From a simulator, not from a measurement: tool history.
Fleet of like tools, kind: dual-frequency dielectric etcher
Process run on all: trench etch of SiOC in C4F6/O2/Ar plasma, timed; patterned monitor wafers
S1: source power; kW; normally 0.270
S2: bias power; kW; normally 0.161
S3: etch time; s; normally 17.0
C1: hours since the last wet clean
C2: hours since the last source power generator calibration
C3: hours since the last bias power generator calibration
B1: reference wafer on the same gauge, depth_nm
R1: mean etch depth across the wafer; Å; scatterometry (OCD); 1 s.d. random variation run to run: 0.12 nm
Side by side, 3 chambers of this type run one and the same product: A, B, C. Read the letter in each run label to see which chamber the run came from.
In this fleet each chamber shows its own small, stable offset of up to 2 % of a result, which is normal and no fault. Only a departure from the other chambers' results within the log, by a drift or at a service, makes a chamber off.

Run 1B, hour 3.4: usual settings; C1 128.0; C2 2457.6; C3 277.1; B1 26.892. Result: R1 297.80 Å.
Run 2C, hour 7.6: usual settings; C1 349.1; C2 1536.8; C3 823.4; B1 26.917. Result: R1 291.51 Å.
Run 3A, hour 10.0: usual settings; C1 389.7; C2 588.1; C3 2764.5; B1 26.887. Result: R1 294.10 Å.
Run 4A, hour 13.7: usual settings; C1 393.4; C2 591.8; C3 2768.2; B1 26.912. Result: R1 295.59 Å.
Run 5B, hour 15.9: usual settings; C1 140.5; C2 2470.1; C3 289.6; B1 26.895. Result: R1 299.05 Å.
Run 6C, hour 18.4: usual settings but S2 0.140 kW; C1 359.9; C2 1547.6; C3 834.2; B1 26.903. Result: R1 281.09 Å.
Run 7A, hour 22.9: usual settings but S2 0.140 kW; C1 402.6; C2 601.0; C3 2777.4; B1 26.867. Result: R1 279.52 Å.
Run 8B, hour 26.7: usual settings but S2 0.140 kW; C1 151.3; C2 2480.9; C3 300.4; B1 26.895. Result: R1 284.13 Å.
Run 9C, hour 30.2: usual settings; C1 371.7; C2 1559.4; C3 846.0; B1 26.916. Result: R1 292.99 Å.
Run 10A, hour 32.7: usual settings but S2 0.123 kW, S3 19.0 s; C1 412.4; C2 610.8; C3 2787.2; B1 26.916. Result: R1 300.26 Å.
Run 11B, hour 36.7: usual settings but S2 0.123 kW, S3 19.0 s; C1 161.3; C2 2490.9; C3 310.4; B1 26.913. Result: R1 306.71 Å.
Run 12C, hour 40.4: usual settings but S2 0.123 kW, S3 19.0 s; C1 381.9; C2 1569.6; C3 856.2; B1 26.882. Result: R1 300.90 Å.
Run 13C, hour 44.2: usual settings; C1 385.7; C2 1573.4; C3 860.0; B1 26.891. Result: R1 290.25 Å.
Run 14B, hour 48.9: usual settings but S1 0.300 kW, S3 18.5 s; C1 173.5; C2 2503.1; C3 322.6; B1 26.905. Result: R1 335.73 Å.
Run 15A, hour 51.0: usual settings but S1 0.300 kW, S3 18.5 s; C1 430.7; C2 629.1; C3 2805.5; B1 26.899. Result: R1 332.20 Å.
Run 16A, hour 53.7: usual settings but S1 0.300 kW, S3 18.5 s; C1 433.4; C2 631.8; C3 2808.2; B1 26.909. Result: R1 332.38 Å.
Run 17B, hour 56.5: usual settings; C1 181.1; C2 2510.7; C3 330.2; B1 26.906. Result: R1 298.04 Å.
Run 18C, hour 58.8: usual settings but S1 0.240 kW; C1 400.3; C2 1588.0; C3 874.6; B1 26.915. Result: R1 273.18 Å.
Run 19B, hour 61.7: usual settings but S1 0.240 kW; C1 186.3; C2 2515.9; C3 335.4; B1 26.899. Result: R1 285.38 Å.
Run 20C, hour 65.0: usual settings but S1 0.240 kW; C1 406.5; C2 1594.2; C3 880.8; B1 26.884. Result: R1 276.03 Å.
Run 21A, hour 69.2: usual settings; C1 448.9; C2 647.3; C3 2823.7; B1 26.919. Result: R1 290.60 Å.
Run 22A, hour 73.4: usual settings; C1 453.1; C2 651.5; C3 2827.9; B1 26.869. Result: R1 292.84 Å.
Run 23B, hour 78.1: usual settings; C1 202.7; C2 2532.3; C3 351.8; B1 26.900. Result: R1 297.84 Å.
Run 24C, hour 82.8: usual settings; C1 424.3; C2 1612.0; C3 898.6; B1 26.910. Result: R1 285.31 Å.
Run 25B, hour 86.5: usual settings; C1 211.1; C2 2540.7; C3 360.2; B1 26.898. Result: R1 298.42 Å.
Run 26C, hour 89.9: usual settings; C1 431.4; C2 1619.1; C3 905.7; B1 26.888. Result: R1 285.57 Å.
Run 27A, hour 94.8: usual settings; C1 474.5; C2 672.9; C3 2849.3; B1 26.916. Result: R1 293.04 Å.
Run 28B, hour 99.4: usual settings; C1 224.0; C2 2553.6; C3 373.1; B1 26.885. Result: R1 298.85 Å.
Run 29C, hour 102.0: usual settings; C1 443.5; C2 1631.2; C3 917.8; B1 26.900. Result: R1 284.17 Å.
Run 30A, hour 105.9: usual settings; C1 485.6; C2 684.0; C3 2860.4; B1 26.875. Result: R1 294.02 Å.
Run 31A, hour 109.5: usual settings; C1 489.2; C2 687.6; C3 2864.0; B1 26.919. Result: R1 292.44 Å.
Run 32B, hour 112.6: usual settings; C1 237.2; C2 2566.8; C3 386.3; B1 26.870. Result: R1 298.79 Å.
Run 33C, hour 116.3: usual settings; C1 457.8; C2 1645.5; C3 932.1; B1 26.899. Result: R1 281.37 Å.
At hour 118.7: chamber A: wet clean of the chamber.
Run 34A, hour 120.4: usual settings but S1 0.210 kW, S3 21.0 s; C1 1.7; C2 698.5; C3 2874.9; B1 26.924. Result: R1 328.62 Å.
Run 35C, hour 123.3: usual settings but S1 0.210 kW, S3 21.0 s; C1 464.8; C2 1652.5; C3 939.1; B1 26.920. Result: R1 312.25 Å.
Run 36B, hour 126.9: usual settings but S1 0.210 kW, S3 21.0 s; C1 251.5; C2 2581.1; C3 400.6; B1 26.882. Result: R1 334.35 Å.
Run 37B, hour 129.2: usual settings but S3 15.5 s; C1 253.8; C2 2583.4; C3 402.9; B1 26.908. Result: R1 272.14 Å.
Run 38C, hour 133.6: usual settings but S3 15.5 s; C1 475.1; C2 1662.8; C3 949.4; B1 26.869. Result: R1 254.55 Å.
Run 39A, hour 137.6: usual settings but S3 15.5 s; C1 18.9; C2 715.7; C3 2892.1; B1 26.918. Result: R1 266.41 Å.

Which is it: a chamber that has drifted or been left off by a service, a gauge drift common to all chambers, or only each chamber's usual small offset? If a chamber is off, name it and its likeliest cause.

One chamber, C, drifts off from the rest bit by bit.
Most likely cause: etch rate under this chamber's usual, % = 5.3.

Below are 4 candidate recipes for chamber C's next run, each the usual settings with a change, their results shown as question marks. Which of them brings C's results back in line with what the other chambers give on the usual settings?
In-line tolerance around the mean of the other chambers on the usual settings: R1 4.10 Å
Run 40C-1, hour 141.1: usual settings but S2 0.146 kW. Result: R1 ?.
Run 40C-2, hour 141.1: usual settings but S1 0.230 kW. Result: R1 ?.
Run 40C-3, hour 141.1: usual settings but S2 0.163 kW, S3 18.0 s. Result: R1 ?.
Run 40C-4, hour 141.1: usual settings but S1 0.290 kW. Result: R1 ?.

Average result of the remaining chambers running the usual settings: R1 295.20 Å
  run      R1
40C-1  269.27
40C-2  260.80
40C-3  295.13
40C-4  285.52
The right change is 40C-3: it brings the chamber back within the allowed miss of the others.
